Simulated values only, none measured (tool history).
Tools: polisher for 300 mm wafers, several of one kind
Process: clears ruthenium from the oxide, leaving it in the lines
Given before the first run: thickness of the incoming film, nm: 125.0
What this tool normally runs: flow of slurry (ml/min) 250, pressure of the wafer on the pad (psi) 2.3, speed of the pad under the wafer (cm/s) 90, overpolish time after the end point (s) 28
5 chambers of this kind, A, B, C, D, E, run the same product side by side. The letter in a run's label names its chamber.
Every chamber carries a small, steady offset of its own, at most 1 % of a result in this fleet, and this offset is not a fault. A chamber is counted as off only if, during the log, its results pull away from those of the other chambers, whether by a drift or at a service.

run,hour,flow of slurry (ml/min),pressure of the wafer on the pad (psi),speed of the pad under the wafer (cm/s),overpolish time after the end point (s),wafers polished on this pad,hours since the slurry nozzle was cleaned,hours since the head pressure was calibrated,time until the end point was called (s)
1A,4.4,250,2.3,90,28,67,151.6,724.7,116.870
2E,10.2,250,2.3,90,28,766,324.4,91.7,117.510
3D,19.5,250,2.3,90,28,696,404.7,254.0,114.280
4B,26.4,250,2.3,90,28,1287,264.3,460.4,117.110
5C,32.8,250,2.3,90,33,519,40.6,302.4,115.970
6D,40.2,250,2.3,90,33,844,425.4,274.7,116.180
# hour 40.7: chamber A: head pressure recalibrated
# hour 41.7: chamber B: worn pad replaced by a new one
# hour 45.5: chamber D: slurry nozzle cleaned
7E,49.3,250,2.3,90,33,1045,363.5,130.8,118.070
# hour 56.7: chamber E: worn pad replaced by a new one
8C,58.7,250,2.3,90,33,704,66.5,328.3,114.370
9A,66.1,250,2.3,90,33,507,213.3,25.5,115.040
# hour 72.5: chamber B: slurry nozzle cleaned
10B,75.5,250,2.3,90,28,241,3.1,509.5,113.920
11B,82.9,250,2.3,90,28,294,10.5,516.9,115.360
12E,89.0,250,2.6,90,28,230,403.2,170.5,101.800
13C,98.9,250,2.6,90,28,991,106.7,368.5,101.320
14A,104.3,250,2.6,90,28,779,251.5,63.7,103.410
# hour 107.1: chamber D: worn pad replaced by a new one
15D,111.8,250,2.6,90,28,33,66.3,346.3,102.640
# hour 113.6: chamber A: slurry nozzle cleaned
16C,117.7,250,2.6,90,28,1125,125.5,387.3,102.120
# hour 119.1: chamber C: worn pad replaced by a new one
17B,123.1,250,2.3,90,28,580,50.7,557.1,114.450
18E,132.2,250,2.3,90,28,539,446.4,213.7,115.680
# hour 135.8: chamber A: worn pad replaced by a new one
19D,138.6,250,2.3,90,28,224,93.1,373.1,117.070
20A,146.8,250,2.3,90,28,78,33.3,106.2,115.110
21C,155.0,250,2.3,90,28,256,162.8,424.6,112.460
22B,164.6,250,2.3,90,28,876,92.2,598.6,115.360
23E,169.5,250,2.3,90,28,805,483.7,251.0,116.490
24D,174.6,250,2.3,90,28,481,129.1,409.1,116.480
25A,180.9,250,2.3,90,28,322,67.4,140.3,115.570
26A,189.3,250,2.3,90,28,382,75.8,148.7,115.560
27B,195.3,250,2.3,90,28,1095,122.9,629.3,117.460
28E,204.3,250,2.3,90,28,1053,518.5,285.8,116.760
# hour 209.6: chamber B: worn pad replaced by a new one
29D,214.1,250,2.3,90,28,763,168.6,448.6,114.890
# hour 218.9: chamber E: worn pad replaced by a new one
30C,220.9,185,3.0,90,28,726,228.7,490.5,91.845
31C,229.2,185,3.0,90,28,785,237.0,498.8,91.125
32D,233.8,185,3.0,90,28,903,188.3,468.3,93.703
33A,239.6,185,3.0,90,28,740,126.1,199.0,93.388
34B,248.0,185,3.0,90,28,274,175.6,682.0,89.044
# hour 254.3: chamber C: worn pad replaced by a new one
35E,255.8,250,2.3,90,28,263,570.0,337.3,115.620
36C,261.6,250,2.3,90,28,52,269.4,531.2,113.920
37B,266.0,250,2.3,102,28,402,193.6,700.0,104.130
38D,273.2,250,2.3,102,28,1184,227.7,507.7,103.770
39E,278.8,250,2.3,102,28,427,593.0,360.3,103.250
# hour 282.6: chamber A: worn pad replaced by a new one
40A,286.2,250,2.3,102,28,26,172.7,245.6,101.920
# hour 293.4: chamber D: worn pad replaced by a new one
41D,294.6,250,2.3,102,28,9,249.1,529.1,103.540

Predict what each chamber gives when all 5 of them run the settings below next.
42A,301.9,250,1.7,90,28,,,,?
42B,301.9,250,1.7,90,28,,,,?
42C,301.9,250,1.7,90,28,,,,?
42D,301.9,250,1.7,90,28,,,,?
42E,301.9,250,1.7,90,28,,,,?

run,time until the end point was called (s)
42A,157.930
42B,157.430
42C,152.290
42D,156.430
42E,158.070
